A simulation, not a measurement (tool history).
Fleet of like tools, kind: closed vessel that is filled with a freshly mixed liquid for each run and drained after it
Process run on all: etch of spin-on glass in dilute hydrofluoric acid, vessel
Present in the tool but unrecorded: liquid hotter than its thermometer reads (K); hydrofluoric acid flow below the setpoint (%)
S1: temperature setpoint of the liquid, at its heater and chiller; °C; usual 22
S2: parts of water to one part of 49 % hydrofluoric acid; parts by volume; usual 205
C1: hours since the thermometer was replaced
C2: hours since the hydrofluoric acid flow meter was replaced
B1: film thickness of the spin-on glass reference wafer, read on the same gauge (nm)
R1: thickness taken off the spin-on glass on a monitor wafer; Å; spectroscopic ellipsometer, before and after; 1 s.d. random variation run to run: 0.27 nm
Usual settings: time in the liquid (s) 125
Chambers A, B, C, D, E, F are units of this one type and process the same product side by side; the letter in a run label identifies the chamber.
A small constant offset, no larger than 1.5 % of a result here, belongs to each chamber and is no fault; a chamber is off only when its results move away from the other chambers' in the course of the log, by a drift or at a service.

Run 1E, hour 4.2: usual settings; C1 116.2; C2 566.6; B1 80.008. Result: R1 273.4 Å.
Run 2D, hour 8.6: usual settings; C1 1422.4; C2 467; B1 80.029. Result: R1 274.76 Å.
Run 3F, hour 11.7: usual settings; C1 159.7; C2 1223.2; B1 79.991. Result: R1 273.9 Å.
At hour 13.1: chamber C: thermometer replaced.
Run 4A, hour 15.5: usual settings; C1 261.4; C2 458.7; B1 79.995. Result: R1 269.82 Å.
Run 5C, hour 19.4: usual settings; C1 6.4; C2 246.9; B1 79.995. Result: R1 270.6 Å.
Run 6B, hour 21.6: usual settings; C1 498.7; C2 65.2; B1 80.023. Result: R1 275.31 Å.
Run 7E, hour 25.9: usual settings; C1 137.9; C2 588.3; B1 80.026. Result: R1 278.61 Å.
Run 8A, hour 28.5: usual settings; C1 274.4; C2 471.7; B1 79.998. Result: R1 269.14 Å.
Run 9F, hour 31.1: usual settings; C1 179.1; C2 1242.6; B1 80.054. Result: R1 276.56 Å.
Run 10B, hour 33.5: usual settings but S1 18 °C, time in the liquid (s) 155; C1 510.6; C2 77.1; B1 79.989. Result: R1 291.63 Å.
Run 11D, hour 37: usual settings but S1 18 °C, time in the liquid (s) 155; C1 1450.8; C2 495.4; B1 80.019. Result: R1 292.64 Å.
Run 12C, hour 41.2: usual settings but S1 18 °C, time in the liquid (s) 155; C1 28.2; C2 268.7; B1 79.973. Result: R1 289.81 Å.
Run 13F, hour 43.8: usual settings but S1 18 °C, time in the liquid (s) 155; C1 191.8; C2 1255.3; B1 80.007. Result: R1 293.41 Å.
Run 14A, hour 48.2: usual settings but S1 18 °C, time in the liquid (s) 155; C1 294.1; C2 491.4; B1 80.032. Result: R1 293.39 Å.
Run 15C, hour 52.5: usual settings but S1 18 °C, time in the liquid (s) 155; C1 39.5; C2 280; B1 79.989. Result: R1 284.61 Å.
Run 16E, hour 55.7: usual settings; C1 167.7; C2 618.1; B1 79.982. Result: R1 278.68 Å.
Run 17B, hour 59.2: usual settings; C1 536.3; C2 102.8; B1 79.993. Result: R1 277.5 Å.
Run 18D, hour 62.1: usual settings but S2 140 parts by volume; C1 1475.9; C2 520.5; B1 79.997. Result: R1 435.46 Å.
Run 19E, hour 65: usual settings but S2 140 parts by volume; C1 177; C2 627.4; B1 79.988. Result: R1 434.34 Å.
Run 20A, hour 68.6: usual settings but S2 140 parts by volume; C1 314.5; C2 511.8; B1 79.98. Result: R1 428.58 Å.
Run 21F, hour 70.5: usual settings but S2 140 parts by volume; C1 218.5; C2 1282; B1 79.987. Result: R1 432.27 Å.
Run 22C, hour 72.5: usual settings but S2 140 parts by volume; C1 59.5; C2 300; B1 79.99. Result: R1 429.58 Å.
Run 23B, hour 75.7: usual settings but S2 140 parts by volume; C1 552.8; C2 119.3; B1 79.978. Result: R1 438.82 Å.
Run 24D, hour 78.6: usual settings; C1 1492.4; C2 537; B1 79.992. Result: R1 270.96 Å.
Run 25C, hour 81: usual settings; C1 68; C2 308.5; B1 80.031. Result: R1 274.41 Å.
Run 26F, hour 83.7: usual settings; C1 231.7; C2 1295.2; B1 80.032. Result: R1 272.32 Å.
Run 27E, hour 86.5: usual settings but S2 115 parts by volume; C1 198.5; C2 648.9; B1 80.005. Result: R1 546.24 Å.
Run 28A, hour 88.6: usual settings but S2 115 parts by volume; C1 334.5; C2 531.8; B1 79.972. Result: R1 547.77 Å.
Run 29B, hour 91.6: usual settings but S2 115 parts by volume; C1 568.7; C2 135.2; B1 80.002. Result: R1 530.07 Å.
Run 30D, hour 95.8: usual settings but S2 115 parts by volume; C1 1509.6; C2 554.2; B1 80.017. Result: R1 546.84 Å.
Run 31E, hour 99.7: usual settings but S2 115 parts by volume; C1 211.7; C2 662.1; B1 79.986. Result: R1 545.94 Å.
Run 32D, hour 103.7: usual settings but S2 115 parts by volume; C1 1517.5; C2 562.1; B1 79.983. Result: R1 547.31 Å.
Run 33B, hour 106.4: usual settings; C1 583.5; C2 150; B1 80.022. Result: R1 276.62 Å.
Run 34A, hour 108.6: usual settings; C1 354.5; C2 551.8; B1 80.008. Result: R1 271.3 Å.
Run 35F, hour 111.8: usual settings; C1 259.8; C2 1323.3; B1 79.985. Result: R1 272.69 Å.
Run 36C, hour 114.1: usual settings but time in the liquid (s) 190; C1 101.1; C2 341.6; B1 80.034. Result: R1 413.77 Å.
Run 37B, hour 117.2: usual settings but time in the liquid (s) 190; C1 594.3; C2 160.8; B1 80.017. Result: R1 413.69 Å.
Run 38E, hour 120.3: usual settings but time in the liquid (s) 190; C1 232.3; C2 682.7; B1 79.994. Result: R1 417.34 Å.
Run 39F, hour 122.4: usual settings but time in the liquid (s) 190; C1 270.4; C2 1333.9; B1 80.013. Result: R1 413.75 Å.
Run 40C, hour 124.7: usual settings but time in the liquid (s) 190; C1 111.7; C2 352.2; B1 79.995. Result: R1 412.05 Å.
Run 41D, hour 128.6: usual settings but time in the liquid (s) 190; C1 1542.4; C2 587; B1 80.012. Result: R1 413.15 Å.
Run 42A, hour 132.1: usual settings; C1 378; C2 575.3; B1 80.02. Result: R1 271.73 Å.
Run 43C, hour 135.5: usual settings but S2 240 parts by volume, time in the liquid (s) 65; C1 122.5; C2 363; B1 79.986. Result: R1 118.95 Å.
Run 44B, hour 139: usual settings but S2 240 parts by volume, time in the liquid (s) 65; C1 616.1; C2 182.6; B1 79.976. Result: R1 118.61 Å.

Is one chamber off against the others, does the gauge drift, or is nothing wrong? If a chamber is off, say which, and what the likeliest cause is.

Neither any chamber nor the gauge drifts; the chambers differ only by their own small, steady offsets.
